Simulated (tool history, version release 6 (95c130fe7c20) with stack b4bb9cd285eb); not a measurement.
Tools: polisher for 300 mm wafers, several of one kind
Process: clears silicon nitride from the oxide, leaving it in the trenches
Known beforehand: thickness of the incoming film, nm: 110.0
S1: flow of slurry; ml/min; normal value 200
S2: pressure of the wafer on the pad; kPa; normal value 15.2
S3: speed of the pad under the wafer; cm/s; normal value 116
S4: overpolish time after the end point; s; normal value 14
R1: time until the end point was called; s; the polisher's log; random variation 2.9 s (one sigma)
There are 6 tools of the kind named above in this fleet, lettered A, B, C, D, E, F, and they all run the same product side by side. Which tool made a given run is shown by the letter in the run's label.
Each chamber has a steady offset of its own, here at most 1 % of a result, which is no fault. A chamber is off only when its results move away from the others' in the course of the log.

At hour 0.4: chamber C: worn pad replaced by a new one.
Run 1C, hour 8.7: usual settings. Result: R1 160.44 s.
Run 2F, hour 16.5: usual settings. Result: R1 161.78 s.
Run 3B, hour 22.9: usual settings. Result: R1 155.93 s.
Run 4D, hour 28: usual settings. Result: R1 156.39 s.
Run 5A, hour 36.7: usual settings. Result: R1 157.35 s.
Run 6E, hour 46.3: usual settings. Result: R1 155.13 s.
At hour 48.4: chamber B: worn pad replaced by a new one.
Run 7D, hour 54.8: usual settings. Result: R1 159.32 s.
At hour 57.5: chamber C: head pressure recalibrated.
Run 8E, hour 59.7: usual settings. Result: R1 162.64 s.
Run 9F, hour 65.2: usual settings. Result: R1 155.36 s.
Run 10A, hour 74.3: usual settings. Result: R1 157.21 s.
Run 11C, hour 83.8: usual settings. Result: R1 157.31 s.
Run 12B, hour 94.2: usual settings but S3 80 cm/s. Result: R1 233.42 s.
At hour 100.3: chamber F: worn pad replaced by a new one.
Run 13A, hour 100.8: usual settings but S3 80 cm/s. Result: R1 233.26 s.
At hour 107.2: chamber D: worn pad replaced by a new one.
At hour 107.7: chamber D: head pressure recalibrated.
Run 14E, hour 112: usual settings but S3 80 cm/s. Result: R1 226.6 s.
At hour 112.4: chamber A: worn pad replaced by a new one.
Run 15F, hour 118.9: usual settings but S3 80 cm/s. Result: R1 222.36 s.
At hour 126.4: chamber B: worn pad replaced by a new one.
Run 16C, hour 127.8: usual settings but S3 80 cm/s. Result: R1 225.05 s.
At hour 130.4: chamber E: worn pad replaced by a new one.
Run 17B, hour 136.2: usual settings but S3 80 cm/s. Result: R1 238.81 s.
At hour 140.3: chamber B: slurry nozzle cleaned.
Run 18D, hour 142.5: usual settings but S4 11 s. Result: R1 156.22 s.
Run 19C, hour 150.3: usual settings but S4 11 s. Result: R1 163.83 s.
Run 20F, hour 160.3: usual settings but S4 11 s. Result: R1 157.59 s.
At hour 160.5: chamber C: worn pad replaced by a new one.
Run 21D, hour 168.9: usual settings but S4 11 s. Result: R1 152.29 s.
Run 22A, hour 178.3: usual settings but S4 11 s. Result: R1 162.48 s.
At hour 181.4: chamber E: head pressure recalibrated.
At hour 182.5: chamber C: slurry nozzle cleaned.
Run 23E, hour 189.3: usual settings but S4 11 s. Result: R1 140.74 s.
Run 24B, hour 200.3: usual settings. Result: R1 154.8 s.
Run 25D, hour 207.4: usual settings. Result: R1 158.32 s.
Run 26B, hour 213.5: usual settings. Result: R1 159.35 s.
At hour 217.9: chamber B: worn pad replaced by a new one.
Run 27F, hour 219.7: usual settings. Result: R1 157.35 s.
Run 28C, hour 226.6: usual settings. Result: R1 161.63 s.
Run 29E, hour 235.2: usual settings. Result: R1 143.63 s.
At hour 236.3: chamber D: worn pad replaced by a new one.
Run 30A, hour 244.5: usual settings. Result: R1 154.69 s.
Run 31C, hour 254.4: usual settings. Result: R1 159.67 s.
Run 32F, hour 262.5: usual settings. Result: R1 154.81 s.
Run 33D, hour 272.3: usual settings but S1 230 ml/min. Result: R1 159.69 s.
Run 34A, hour 279.8: usual settings but S1 230 ml/min. Result: R1 153.05 s.
Run 35B, hour 286.5: usual settings but S1 230 ml/min. Result: R1 154.37 s.
At hour 288.9: chamber E: worn pad replaced by a new one.
Run 36E, hour 291.6: usual settings but S1 230 ml/min. Result: R1 136.6 s.
At hour 293.8: chamber A: worn pad replaced by a new one.
Run 37F, hour 297.5: usual settings but S1 230 ml/min. Result: R1 154.43 s.
Run 38C, hour 307.8: usual settings but S1 230 ml/min. Result: R1 154.8 s.
Run 39E, hour 314.8: usual settings. Result: R1 144.07 s.
Run 40A, hour 325.3: usual settings but S2 20.7 kPa. Result: R1 115.48 s.

Has any chamber moved away from the others, gradually or after a service, or does the common gauge drift, or do the chambers differ only by their own small steady offsets? State the chamber and the most likely cause if one applies.

A service on chamber E put it out of line with the rest.
What lies behind it: head's pressure above its setpoint, % = 12.

Here are 4 candidates for chamber E's next run, each the usual settings with a change, their results left as question marks. Which one brings its results back in line with what the others give on the usual settings?
Counts as in line when no further than this from what the other chambers average on the usual settings: R1 10 s
Run 41E-1, hour 333.5: usual settings but S2 13.8 kPa. Result: R1 ?.
Run 41E-2, hour 333.5: usual settings but S1 195 ml/min, S3 94 cm/s. Result: R1 ?.
Run 41E-3, hour 333.5: usual settings but S2 18.6 kPa. Result: R1 ?.
Run 41E-4, hour 333.5: usual settings but S2 15.9 kPa, S3 122 cm/s. Result: R1 ?.

What the other chambers average on the usual settings: R1 158.42 s
  run      R1
41E-1  155.37
41E-2  174.98
41E-3  115.02
41E-4  128.41
41E-1 is the one that brings the chamber's results back in line with the other chambers.

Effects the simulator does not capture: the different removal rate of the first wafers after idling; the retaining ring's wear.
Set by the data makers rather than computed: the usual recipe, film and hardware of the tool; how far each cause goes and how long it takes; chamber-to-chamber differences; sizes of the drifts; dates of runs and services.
